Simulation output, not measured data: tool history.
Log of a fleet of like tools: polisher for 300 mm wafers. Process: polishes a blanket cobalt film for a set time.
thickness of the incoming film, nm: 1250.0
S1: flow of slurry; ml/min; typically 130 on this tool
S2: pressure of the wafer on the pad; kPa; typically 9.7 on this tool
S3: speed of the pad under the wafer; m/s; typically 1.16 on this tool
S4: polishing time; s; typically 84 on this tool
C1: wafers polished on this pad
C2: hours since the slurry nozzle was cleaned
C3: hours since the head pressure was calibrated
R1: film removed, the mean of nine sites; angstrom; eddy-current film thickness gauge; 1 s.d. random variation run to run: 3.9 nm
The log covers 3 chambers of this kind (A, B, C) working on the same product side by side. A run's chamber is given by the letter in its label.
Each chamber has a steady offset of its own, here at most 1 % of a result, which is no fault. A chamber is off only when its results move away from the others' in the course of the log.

{"run": "1A", "hour": 8.9, "S1": 130, "S2": 9.7, "S3": 1.16, "S4": 84, "C1": 696, "C2": 720.9, "C3": 298.8, "R1": 2917.3}
{"run": "2B", "hour": 15.8, "S1": 130, "S2": 9.7, "S3": 1.16, "S4": 84, "C1": 869, "C2": 263.0, "C3": 279.6, "R1": 2900.4}
{"run": "3C", "hour": 22.4, "S1": 130, "S2": 9.7, "S3": 1.16, "S4": 84, "C1": 844, "C2": 254.2, "C3": 276.2, "R1": 2840.3}
{"hour": 28.6, "done": "chamber C: worn pad replaced by a new one"}
{"hour": 31.3, "done": "chamber B: worn pad replaced by a new one"}
{"run": "4A", "hour": 32.5, "S1": 130, "S2": 9.7, "S3": 1.16, "S4": 84, "C1": 913, "C2": 744.5, "C3": 322.4, "R1": 2947.4}
{"run": "5C", "hour": 45.9, "S1": 130, "S2": 9.7, "S3": 1.16, "S4": 84, "C1": 159, "C2": 277.7, "C3": 299.7, "R1": 2881.9}
{"run": "6B", "hour": 55.2, "S1": 130, "S2": 9.7, "S3": 1.16, "S4": 84, "C1": 220, "C2": 302.4, "C3": 319.0, "R1": 2892.1}
{"hour": 59.1, "done": "chamber A: slurry nozzle cleaned"}
{"run": "7A", "hour": 63.4, "S1": 130, "S2": 9.7, "S3": 1.16, "S4": 84, "C1": 1196, "C2": 4.3, "C3": 353.3, "R1": 2954.6}
{"hour": 71.8, "done": "chamber A: worn pad replaced by a new one"}
{"run": "8B", "hour": 74.4, "S1": 130, "S2": 9.7, "S3": 1.16, "S4": 84, "C1": 396, "C2": 321.6, "C3": 338.2, "R1": 2869.3}
{"run": "9C", "hour": 86.5, "S1": 130, "S2": 9.7, "S3": 1.16, "S4": 84, "C1": 532, "C2": 318.3, "C3": 340.3, "R1": 2789.3}
{"hour": 88.1, "done": "chamber A: head pressure recalibrated"}
{"run": "10B", "hour": 97.2, "S1": 130, "S2": 9.7, "S3": 1.16, "S4": 84, "C1": 605, "C2": 344.4, "C3": 361.0, "R1": 2814.6}
{"run": "11C", "hour": 108.5, "S1": 130, "S2": 9.7, "S3": 1.16, "S4": 84, "C1": 733, "C2": 340.3, "C3": 362.3, "R1": 2863.1}
{"run": "12A", "hour": 118.0, "S1": 130, "S2": 9.7, "S3": 1.16, "S4": 84, "C1": 424, "C2": 58.9, "C3": 30.0, "R1": 2854.8}
{"hour": 125.6, "done": "chamber B: slurry nozzle cleaned"}
{"run": "13C", "hour": 127.0, "S1": 130, "S2": 9.7, "S3": 1.16, "S4": 84, "C1": 903, "C2": 358.8, "C3": 380.8, "R1": 2829.2}
{"run": "14A", "hour": 137.3, "S1": 160, "S2": 9.7, "S3": 1.16, "S4": 84, "C1": 601, "C2": 78.2, "C3": 49.3, "R1": 2979.5}
{"run": "15B", "hour": 147.6, "S1": 160, "S2": 9.7, "S3": 1.16, "S4": 84, "C1": 1067, "C2": 22.0, "C3": 411.4, "R1": 2985.1}
{"hour": 148.1, "done": "chamber C: worn pad replaced by a new one"}
{"hour": 155.9, "done": "chamber B: worn pad replaced by a new one"}
{"run": "16C", "hour": 158.9, "S1": 160, "S2": 9.7, "S3": 1.16, "S4": 84, "C1": 99, "C2": 390.7, "C3": 412.7, "R1": 2935.7}
{"hour": 162.3, "done": "chamber B: head pressure recalibrated"}
{"run": "17B", "hour": 166.5, "S1": 100, "S2": 9.7, "S3": 1.16, "S4": 84, "C1": 97, "C2": 40.9, "C3": 4.3, "R1": 2760.4}
{"run": "18A", "hour": 174.5, "S1": 100, "S2": 9.7, "S3": 1.16, "S4": 84, "C1": 942, "C2": 115.4, "C3": 86.5, "R1": 2745.7}
{"run": "19A", "hour": 186.7, "S1": 100, "S2": 9.7, "S3": 1.16, "S4": 84, "C1": 1054, "C2": 127.6, "C3": 98.7, "R1": 2744.5}
{"hour": 192.0, "done": "chamber C: head pressure recalibrated"}
{"run": "20C", "hour": 194.1, "S1": 130, "S2": 9.7, "S3": 1.16, "S4": 84, "C1": 422, "C2": 425.9, "C3": 2.1, "R1": 2780.6}
{"run": "21B", "hour": 204.7, "S1": 130, "S2": 9.7, "S3": 1.16, "S4": 84, "C1": 448, "C2": 79.1, "C3": 42.5, "R1": 2848.9}
{"hour": 207.7, "done": "chamber C: slurry nozzle cleaned"}
{"run": "22C", "hour": 213.6, "S1": 130, "S2": 9.7, "S3": 1.16, "S4": 84, "C1": 601, "C2": 5.9, "C3": 21.6, "R1": 2891.1}
{"hour": 216.5, "done": "chamber A: worn pad replaced by a new one"}
{"run": "23A", "hour": 221.5, "S1": 130, "S2": 9.7, "S3": 1.16, "S4": 84, "C1": 46, "C2": 162.4, "C3": 133.5, "R1": 2928.8}
{"run": "24B", "hour": 232.6, "S1": 130, "S2": 9.7, "S3": 1.16, "S4": 84, "C1": 704, "C2": 107.0, "C3": 70.4, "R1": 2888.8}
{"hour": 243.9, "done": "chamber C: worn pad replaced by a new one"}
{"run": "25A", "hour": 246.1, "S1": 130, "S2": 9.7, "S3": 1.16, "S4": 84, "C1": 272, "C2": 187.0, "C3": 158.1, "R1": 2893.1}
{"run": "26B", "hour": 255.6, "S1": 130, "S2": 9.7, "S3": 1.16, "S4": 84, "C1": 915, "C2": 130.0, "C3": 93.4, "R1": 2844.5}
{"run": "27C", "hour": 265.5, "S1": 130, "S2": 9.7, "S3": 1.16, "S4": 84, "C1": 198, "C2": 57.8, "C3": 73.5, "R1": 2818.4}
{"run": "28A", "hour": 272.6, "S1": 130, "S2": 9.7, "S3": 1.16, "S4": 84, "C1": 515, "C2": 213.5, "C3": 184.6, "R1": 2885.4}
{"run": "29C", "hour": 282.8, "S1": 130, "S2": 9.7, "S3": 1.16, "S4": 84, "C1": 357, "C2": 75.1, "C3": 90.8, "R1": 2865.0}
{"run": "30B", "hour": 289.6, "S1": 130, "S2": 9.7, "S3": 1.16, "S4": 84, "C1": 1227, "C2": 164.0, "C3": 127.4, "R1": 2807.0}
{"run": "31B", "hour": 296.1, "S1": 130, "S2": 9.7, "S3": 1.16, "S4": 84, "C1": 1286, "C2": 170.5, "C3": 133.9, "R1": 2918.8}
{"run": "32C", "hour": 309.3, "S1": 130, "S2": 9.7, "S3": 1.16, "S4": 84, "C1": 600, "C2": 101.6, "C3": 117.3, "R1": 2848.7}
{"run": "33A", "hour": 318.7, "S1": 130, "S2": 9.7, "S3": 1.16, "S4": 84, "C1": 938, "C2": 259.6, "C3": 230.7, "R1": 2953.8}

Predict what each chamber gives when all 3 of them run the settings below next.
{"run": "34A", "hour": 328.6, "S1": 130, "S2": 9.7, "S3": 1.16, "S4": 84, "R1": "?"}
{"run": "34B", "hour": 328.6, "S1": 130, "S2": 9.7, "S3": 1.16, "S4": 84, "R1": "?"}
{"run": "34C", "hour": 328.6, "S1": 130, "S2": 9.7, "S3": 1.16, "S4": 84, "R1": "?"}

run=34A R1=2830.2
run=34B R1=2926.1
run=34C R1=2863.2
